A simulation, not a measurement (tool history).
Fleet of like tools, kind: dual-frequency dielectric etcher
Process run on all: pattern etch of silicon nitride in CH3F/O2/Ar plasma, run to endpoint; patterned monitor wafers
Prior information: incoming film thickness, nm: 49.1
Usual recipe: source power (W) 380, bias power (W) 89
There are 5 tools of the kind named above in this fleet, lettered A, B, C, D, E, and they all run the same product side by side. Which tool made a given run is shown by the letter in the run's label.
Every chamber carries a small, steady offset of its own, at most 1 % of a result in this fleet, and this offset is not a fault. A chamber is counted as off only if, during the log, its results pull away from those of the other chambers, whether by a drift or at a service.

run,day,source power (W),bias power (W),endpoint time (s)
# day 0.054: chamber A: wet clean of the chamber
1B,0.421,380,89,68.395
2D,0.646,380,89,66.87
3C,1.092,380,89,65.707
4A,1.329,380,89,67.618
5E,1.717,380,89,67.417
6A,2.217,380,89,68.297
7E,2.658,380,89,66.744
8D,2.933,380,89,66.925
9C,3.204,380,89,66.121
10B,3.533,380,89,66.961
11A,3.958,380,89,68.023
12C,4.312,330,89,70.221
13B,4.662,330,89,71.144
14E,5.021,330,89,71.729
15D,5.467,330,89,71.259
16B,5.904,330,89,71.424
17E,6.404,420,89,65.005
18D,6.629,420,89,64.901
19C,7.075,420,89,64.146
20A,7.458,420,89,65.586
21D,7.733,420,89,64.514
# day 7.992: chamber D: wet clean of the chamber
22E,8.038,380,89,67.683
23B,8.329,380,89,66.959
24C,8.767,380,89,65.178
25A,9.275,380,89,68.547
26A,9.571,380,89,68.586
27D,9.846,380,89,66.836
28C,10.104,380,89,65.189
29B,10.596,380,89,67.177
30E,10.838,380,89,67.422
31C,11.325,380,89,65.096
32B,11.683,380,89,67.348
33E,12.125,380,89,68.029
34A,12.354,380,89,67.628
35D,12.675,380,89,66.817
36D,13.142,380,89,66.837
37E,13.388,380,89,67.046
38C,13.754,330,89,67.856
39B,14.233,330,89,70.467

One chamber off, gauge drift, or nothing amiss beyond the chambers' own small offsets? If it is a chamber, which one, and what is the likeliest cause?

Chamber C drifts away from the others.
What lies behind it: etch rate over this chamber's usual, % = 4.74.

Chamber C could run next with any of the 4 candidate recipes listed below; each alters the usual settings, and their results appear as question marks. Which one brings its results back in line with what the other chambers deliver on the usual settings?
In line means no further than this from the other chambers' mean on the usual settings: endpoint time (s) 1.5
40C-1,14.6,380,93,?
40C-2,14.6,410,95,?
40C-3,14.6,360,89,?
40C-4,14.6,350,83,?

What the other chambers average on the usual settings: endpoint time (s) 67.376
run,endpoint time (s)
40C-1,62.649
40C-2,60.452
40C-3,64.938
40C-4,67.291
40C-4 is the one that brings the chamber's results back in line with the other chambers.
